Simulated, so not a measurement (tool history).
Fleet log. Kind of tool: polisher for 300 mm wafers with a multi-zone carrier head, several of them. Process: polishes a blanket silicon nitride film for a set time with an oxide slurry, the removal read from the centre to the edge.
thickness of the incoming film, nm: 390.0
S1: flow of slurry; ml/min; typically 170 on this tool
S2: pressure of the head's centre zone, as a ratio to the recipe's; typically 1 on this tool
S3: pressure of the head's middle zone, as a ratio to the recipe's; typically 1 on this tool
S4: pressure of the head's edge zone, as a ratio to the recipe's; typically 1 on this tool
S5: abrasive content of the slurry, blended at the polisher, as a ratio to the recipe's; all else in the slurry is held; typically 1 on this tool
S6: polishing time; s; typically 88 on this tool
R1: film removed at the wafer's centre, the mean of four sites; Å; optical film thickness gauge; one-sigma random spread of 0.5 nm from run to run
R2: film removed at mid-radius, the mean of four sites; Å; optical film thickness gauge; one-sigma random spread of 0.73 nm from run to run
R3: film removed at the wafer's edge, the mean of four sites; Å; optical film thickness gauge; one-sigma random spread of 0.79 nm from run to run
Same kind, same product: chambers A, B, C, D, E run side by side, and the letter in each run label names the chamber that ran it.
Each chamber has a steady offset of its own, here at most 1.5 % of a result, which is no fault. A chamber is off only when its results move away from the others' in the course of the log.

Run 1B, hour 8.7: usual settings. Result: R1 570.99 Å, R2 563.02 Å, R3 582.16 Å.
Run 2E, hour 17: usual settings. Result: R1 571.1 Å, R2 579.17 Å, R3 585.8 Å.
At hour 17.7: chamber D: worn pad replaced by a new one.
At hour 22.6: chamber C: worn pad replaced by a new one.
Run 3D, hour 26.9: usual settings. Result: R1 578.66 Å, R2 583.73 Å, R3 578.89 Å.
At hour 34.9: chamber C: slurry nozzle cleaned.
Run 4A, hour 35.4: usual settings. Result: R1 579.84 Å, R2 577.16 Å, R3 568.75 Å.
At hour 35.6: chamber A: worn pad replaced by a new one.
At hour 48.9: chamber B: worn pad replaced by a new one.
Run 5C, hour 49.3: usual settings. Result: R1 568.9 Å, R2 583.54 Å, R3 563.06 Å.
Run 6B, hour 61.1: usual settings. Result: R1 567.03 Å, R2 571.06 Å, R3 577.88 Å.
At hour 63.3: chamber E: worn pad replaced by a new one.
Run 7E, hour 74.8: usual settings. Result: R1 564.61 Å, R2 581.44 Å, R3 574.05 Å.
Run 8A, hour 81.5: usual settings but S3 1.08, S6 109 s. Result: R1 710.57 Å, R2 768.13 Å, R3 728.16 Å.
Run 9C, hour 89: usual settings but S3 1.08, S6 109 s. Result: R1 699.4 Å, R2 761.64 Å, R3 712.52 Å.
At hour 96: chamber B: slurry nozzle cleaned.
At hour 97.2: chamber C: worn pad replaced by a new one.
Run 10D, hour 100.9: usual settings but S3 1.08, S6 109 s. Result: R1 714.15 Å, R2 767.08 Å, R3 704.17 Å.
At hour 107: chamber A: worn pad replaced by a new one.
Run 11E, hour 109.8: usual settings but S3 1.08, S6 109 s. Result: R1 703.65 Å, R2 776.03 Å, R3 716.1 Å.
Run 12D, hour 120.1: usual settings but S3 1.08, S6 109 s. Result: R1 730.1 Å, R2 768.85 Å, R3 706.61 Å.
At hour 122.2: chamber B: worn pad replaced by a new one.
At hour 126: chamber D: worn pad replaced by a new one.
Run 13B, hour 131: usual settings. Result: R1 576.07 Å, R2 561.11 Å, R3 560.07 Å.
Run 14C, hour 140.7: usual settings. Result: R1 571.63 Å, R2 572.09 Å, R3 587.44 Å.
Run 15A, hour 152: usual settings. Result: R1 569.22 Å, R2 593.41 Å, R3 561.73 Å.
At hour 161: chamber C: worn pad replaced by a new one.
Run 16E, hour 163.9: usual settings. Result: R1 569.12 Å, R2 561 Å, R3 578.74 Å.
At hour 171.5: chamber A: worn pad replaced by a new one.
Run 17A, hour 177.1: usual settings. Result: R1 563.87 Å, R2 579.41 Å, R3 570.01 Å.
At hour 179.3: chamber D: edge zone pressure recalibrated.
At hour 181.2: chamber E: worn pad replaced by a new one.
Run 18C, hour 190.8: usual settings. Result: R1 579.15 Å, R2 574.45 Å, R3 582.04 Å.
At hour 191.2: chamber B: worn pad replaced by a new one.
At hour 193.7: chamber B: edge zone pressure recalibrated.
Run 19D, hour 205.1: usual settings. Result: R1 581.48 Å, R2 581.21 Å, R3 573.82 Å.
Run 20B, hour 219: usual settings. Result: R1 566.25 Å, R2 566.06 Å, R3 568.51 Å.
At hour 223.5: chamber C: worn pad replaced by a new one.
Run 21A, hour 233.3: usual settings. Result: R1 556.16 Å, R2 560.87 Å, R3 567.61 Å.
At hour 239.1: chamber D: worn pad replaced by a new one.
Run 22E, hour 246: usual settings. Result: R1 569.11 Å, R2 594.52 Å, R3 583.92 Å.
At hour 252.5: chamber A: worn pad replaced by a new one.
At hour 254.7: chamber B: worn pad replaced by a new one.
Run 23C, hour 260.9: usual settings but S1 120 ml/min. Result: R1 526.96 Å, R2 532.55 Å, R3 535.89 Å.
Run 24D, hour 270.8: usual settings but S1 120 ml/min. Result: R1 541.7 Å, R2 546.9 Å, R3 539.19 Å.
Run 25B, hour 284.1: usual settings but S1 120 ml/min. Result: R1 531.29 Å, R2 531.37 Å, R3 531.05 Å.
Run 26A, hour 294.3: usual settings but S1 120 ml/min. Result: R1 500.18 Å, R2 509.19 Å, R3 535.89 Å.
At hour 300.8: chamber C: worn pad replaced by a new one.
Run 27B, hour 302.8: usual settings but S1 120 ml/min. Result: R1 531.21 Å, R2 533.41 Å, R3 538.37 Å.
At hour 306.8: chamber E: centre zone pressure recalibrated.
At hour 307.8: chamber D: slurry nozzle cleaned.
Run 28E, hour 315: usual settings. Result: R1 568.74 Å, R2 578.36 Å, R3 570.62 Å.
At hour 319.2: chamber B: worn pad replaced by a new one.
At hour 320.4: chamber B: centre zone pressure recalibrated.
Run 29D, hour 325.1: usual settings. Result: R1 585.28 Å, R2 574.62 Å, R3 574.9 Å.
At hour 332.3: chamber D: worn pad replaced by a new one.
Run 30C, hour 332.3: usual settings. Result: R1 565.19 Å, R2 585.7 Å, R3 576.08 Å.
Run 31B, hour 341.9: usual settings. Result: R1 574.95 Å, R2 579.22 Å, R3 568.01 Å.
At hour 354.4: chamber D: centre zone pressure recalibrated.
Run 32D, hour 355.2: usual settings. Result: R1 576.14 Å, R2 589.93 Å, R3 576.71 Å.
Run 33C, hour 362.9: usual settings. Result: R1 566.55 Å, R2 584.51 Å, R3 581.87 Å.

For the next run the whole fleet of 5 chambers uses the same settings. Give each chamber's results:
Run 34A, hour 373.6: usual settings but S2 1.05. Result: R1 ?, R2 ?, R3 ?.
Run 34B, hour 373.6: usual settings but S2 1.05. Result: R1 ?, R2 ?, R3 ?.
Run 34C, hour 373.6: usual settings but S2 1.05. Result: R1 ?, R2 ?, R3 ?.
Run 34D, hour 373.6: usual settings but S2 1.05. Result: R1 ?, R2 ?, R3 ?.
Run 34E, hour 373.6: usual settings but S2 1.05. Result: R1 ?, R2 ?, R3 ?.

run      R1      R2      R3
34A  572.53  562.32     558
34B  603.44  571.89  562.74
34C  604.12  581.61   568.6
34D  606.03  581.52  574.77
34E  597.04  571.55  574.55

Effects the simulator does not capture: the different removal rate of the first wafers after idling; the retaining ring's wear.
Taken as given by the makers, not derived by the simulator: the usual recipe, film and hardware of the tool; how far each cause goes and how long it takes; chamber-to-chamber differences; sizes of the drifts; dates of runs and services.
